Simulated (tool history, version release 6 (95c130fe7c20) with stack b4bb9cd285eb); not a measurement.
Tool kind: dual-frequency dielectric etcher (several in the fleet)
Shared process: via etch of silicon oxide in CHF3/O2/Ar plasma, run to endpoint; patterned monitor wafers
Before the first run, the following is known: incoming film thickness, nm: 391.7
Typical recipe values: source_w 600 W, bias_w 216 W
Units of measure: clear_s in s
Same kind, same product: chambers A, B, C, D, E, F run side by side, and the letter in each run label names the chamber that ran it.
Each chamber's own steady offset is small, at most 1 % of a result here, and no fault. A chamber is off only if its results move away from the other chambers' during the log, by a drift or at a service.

run 1D day=0.433 | source_w=600 bias_w=216 | clear_s=187.25
run 2E day=0.808 | source_w=600 bias_w=216 | clear_s=186.09
run 3B day=1.129 | source_w=600 bias_w=216 | clear_s=183
run 4A day=1.542 | source_w=600 bias_w=216 | clear_s=183.84
-- day=1.617 chamber B: wet clean of the chamber
run 5C day=1.875 | source_w=530 bias_w=234 | clear_s=188.55
run 6F day=2.229 | source_w=530 bias_w=234 | clear_s=190.31
run 7A day=2.675 | source_w=530 bias_w=234 | clear_s=187.08
run 8E day=3.033 | source_w=530 bias_w=234 | clear_s=188.76
run 9B day=3.333 | source_w=530 bias_w=234 | clear_s=187.51
-- day=3.617 chamber D: bias power generator calibrated
run 10C day=3.762 | source_w=530 bias_w=234 | clear_s=190.92
run 11D day=4.2 | source_w=600 bias_w=216 | clear_s=184.3
run 12F day=4.425 | source_w=600 bias_w=216 | clear_s=186.86
run 13B day=4.729 | source_w=600 bias_w=216 | clear_s=182.81
run 14A day=5.138 | source_w=600 bias_w=216 | clear_s=185.53
run 15E day=5.446 | source_w=600 bias_w=216 | clear_s=187.81
-- day=5.5 chamber D: source power generator calibrated
run 16D day=5.85 | source_w=600 bias_w=216 | clear_s=186.71
-- day=5.862 chamber C: bias power generator calibrated
run 17C day=6.225 | source_w=600 bias_w=216 | clear_s=186.6
run 18F day=6.542 | source_w=600 bias_w=189 | clear_s=197.19
run 19D day=6.929 | source_w=600 bias_w=189 | clear_s=194.7
run 20F day=7.125 | source_w=600 bias_w=189 | clear_s=196.7
run 21E day=7.558 | source_w=600 bias_w=189 | clear_s=194.18
-- day=7.583 chamber D: wet clean of the chamber
-- day=7.642 chamber C: wet clean of the chamber
run 22C day=7.833 | source_w=600 bias_w=189 | clear_s=194.76
run 23A day=8.142 | source_w=600 bias_w=189 | clear_s=194.89
run 24B day=8.571 | source_w=500 bias_w=269 | clear_s=184.45
run 25F day=8.808 | source_w=500 bias_w=269 | clear_s=184.12
run 26B day=9.025 | source_w=500 bias_w=269 | clear_s=181.72
run 27D day=9.275 | source_w=500 bias_w=269 | clear_s=184.08
run 28C day=9.621 | source_w=500 bias_w=269 | clear_s=181.82
run 29A day=10.054 | source_w=500 bias_w=269 | clear_s=184.57
run 30E day=10.3 | source_w=600 bias_w=216 | clear_s=185.59
-- day=10.742 chamber E: bias power generator calibrated
run 31E day=10.742 | source_w=600 bias_w=216 | clear_s=185.88
run 32B day=11.058 | source_w=600 bias_w=216 | clear_s=184.63
run 33D day=11.492 | source_w=600 bias_w=216 | clear_s=186.86
-- day=11.7 chamber F: source power generator calibrated
run 34F day=11.896 | source_w=600 bias_w=216 | clear_s=186.88
run 35A day=12.329 | source_w=600 bias_w=216 | clear_s=187.39
run 36C day=12.762 | source_w=600 bias_w=216 | clear_s=185.36
-- day=12.783 chamber F: wet clean of the chamber
run 37E day=13.183 | source_w=600 bias_w=216 | clear_s=185.38
run 38D day=13.471 | source_w=600 bias_w=185 | clear_s=197.02
run 39C day=13.675 | source_w=600 bias_w=185 | clear_s=194.79
run 40A day=14.067 | source_w=600 bias_w=185 | clear_s=197.4
run 41F day=14.446 | source_w=600 bias_w=185 | clear_s=195.39
run 42B day=14.812 | source_w=600 bias_w=185 | clear_s=195.57
run 43E day=15.067 | source_w=600 bias_w=185 | clear_s=195.16

Decide between three cases: one chamber stands off from its peers, the gauge reading all wafers drifts, or nothing is wrong past each chamber's small offset. Where a chamber is off, say which and what most likely put it there.

The fleet is healthy, with each chamber sitting at its usual small offset and no drift in the gauge.
